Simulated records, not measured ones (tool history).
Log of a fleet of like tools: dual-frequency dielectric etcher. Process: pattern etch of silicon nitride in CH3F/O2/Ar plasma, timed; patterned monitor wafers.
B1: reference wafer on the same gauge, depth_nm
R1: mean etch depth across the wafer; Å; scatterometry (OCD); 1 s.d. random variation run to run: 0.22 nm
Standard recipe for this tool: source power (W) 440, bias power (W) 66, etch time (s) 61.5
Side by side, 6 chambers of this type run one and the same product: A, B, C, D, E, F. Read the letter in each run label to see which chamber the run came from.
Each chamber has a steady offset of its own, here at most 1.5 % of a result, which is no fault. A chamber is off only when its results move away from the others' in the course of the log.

Run 1C, hour 8.8: usual settings; B1 45.142. Result: R1 440.95 Å.
At hour 12.9: chamber C: wet clean of the chamber.
Run 2F, hour 17.3: usual settings; B1 45.176. Result: R1 431.09 Å.
Run 3A, hour 26.6: usual settings; B1 45.252. Result: R1 430.94 Å.
Run 4E, hour 36.2: usual settings; B1 45.242. Result: R1 442.4 Å.
Run 5D, hour 47.6: usual settings; B1 45.27. Result: R1 431.26 Å.
Run 6B, hour 60.2: usual settings; B1 45.15. Result: R1 432.26 Å.
Run 7D, hour 72.6: usual settings but bias power (W) 56; B1 45.185. Result: R1 409.13 Å.
Run 8C, hour 81.1: usual settings but bias power (W) 56; B1 45.177. Result: R1 415.69 Å.
Run 9A, hour 89.8: usual settings but bias power (W) 56; B1 45.205. Result: R1 408.49 Å.
Run 10F, hour 100.6: usual settings but bias power (W) 56; B1 45.22. Result: R1 407.42 Å.
Run 11E, hour 110.2: usual settings but bias power (W) 56; B1 45.208. Result: R1 411.28 Å.
Run 12B, hour 118.1: usual settings but bias power (W) 56; B1 45.189. Result: R1 404.23 Å.
Run 13F, hour 125.5: usual settings; B1 45.175. Result: R1 432.1 Å.
Run 14D, hour 136.4: usual settings; B1 45.205. Result: R1 428.09 Å.
Run 15C, hour 147.8: usual settings; B1 45.175. Result: R1 432.68 Å.
At hour 150.4: chamber E: wet clean of the chamber.
Run 16A, hour 156.4: usual settings; B1 45.157. Result: R1 431.67 Å.
Run 17E, hour 165.7: usual settings; B1 45.193. Result: R1 433.42 Å.
Run 18B, hour 178.1: usual settings; B1 45.223. Result: R1 432.5 Å.
Run 19A, hour 184.7: usual settings but source power (W) 480, bias power (W) 51; B1 45.204. Result: R1 412.81 Å.
Run 20C, hour 194.4: usual settings but source power (W) 480, bias power (W) 51; B1 45.2. Result: R1 415.01 Å.
Run 21E, hour 202.3: usual settings but source power (W) 480, bias power (W) 51; B1 45.221. Result: R1 416.89 Å.
At hour 208.1: chamber B: wet clean of the chamber.
Run 22D, hour 210.6: usual settings but source power (W) 480, bias power (W) 51; B1 45.189. Result: R1 408.06 Å.
Run 23F, hour 219.4: usual settings but source power (W) 480, bias power (W) 51; B1 45.176. Result: R1 411.66 Å.
Run 24B, hour 226.3: usual settings but source power (W) 480, bias power (W) 51; B1 45.206. Result: R1 409.33 Å.
At hour 229.7: chamber D: wet clean of the chamber.
Run 25A, hour 236.9: usual settings; B1 45.208. Result: R1 433.67 Å.
Run 26B, hour 247.1: usual settings; B1 45.168. Result: R1 428.01 Å.
Run 27F, hour 256.3: usual settings but etch time (s) 51.5; B1 45.188. Result: R1 361.26 Å.
Run 28E, hour 264.1: usual settings but etch time (s) 51.5; B1 45.19. Result: R1 366.43 Å.
Run 29D, hour 270.5: usual settings but etch time (s) 51.5; B1 45.241. Result: R1 356.49 Å.
Run 30C, hour 278.4: usual settings but etch time (s) 51.5; B1 45.197. Result: R1 363.16 Å.
Run 31B, hour 286.8: usual settings but etch time (s) 51.5; B1 45.245. Result: R1 360.53 Å.
Run 32C, hour 294.9: usual settings but etch time (s) 51.5; B1 45.108. Result: R1 366.81 Å.
Run 33D, hour 300.7: usual settings; B1 45.199. Result: R1 429.82 Å.
Run 34A, hour 310: usual settings but etch time (s) 73.5; B1 45.168. Result: R1 515.7 Å.
Run 35F, hour 321.6: usual settings but etch time (s) 73.5; B1 45.208. Result: R1 508.94 Å.
Run 36E, hour 333.9: usual settings but etch time (s) 73.5; B1 45.176. Result: R1 522.2 Å.
Run 37B, hour 341.5: usual settings but etch time (s) 73.5; B1 45.162. Result: R1 514.74 Å.
Run 38F, hour 349.1: usual settings but etch time (s) 73.5; B1 45.18. Result: R1 516.81 Å.

All 6 chambers run these settings next. Forecast each chamber's results:
Run 39A, hour 358.2: usual settings. Result: R1 ?.
Run 39B, hour 358.2: usual settings. Result: R1 ?.
Run 39C, hour 358.2: usual settings. Result: R1 ?.
Run 39D, hour 358.2: usual settings. Result: R1 ?.
Run 39E, hour 358.2: usual settings. Result: R1 ?.
Run 39F, hour 358.2: usual settings. Result: R1 ?.

run      R1
39A  429.93
39B  430.78
39C  436.37
39D  430.96
39E  437.84
39F   430.4
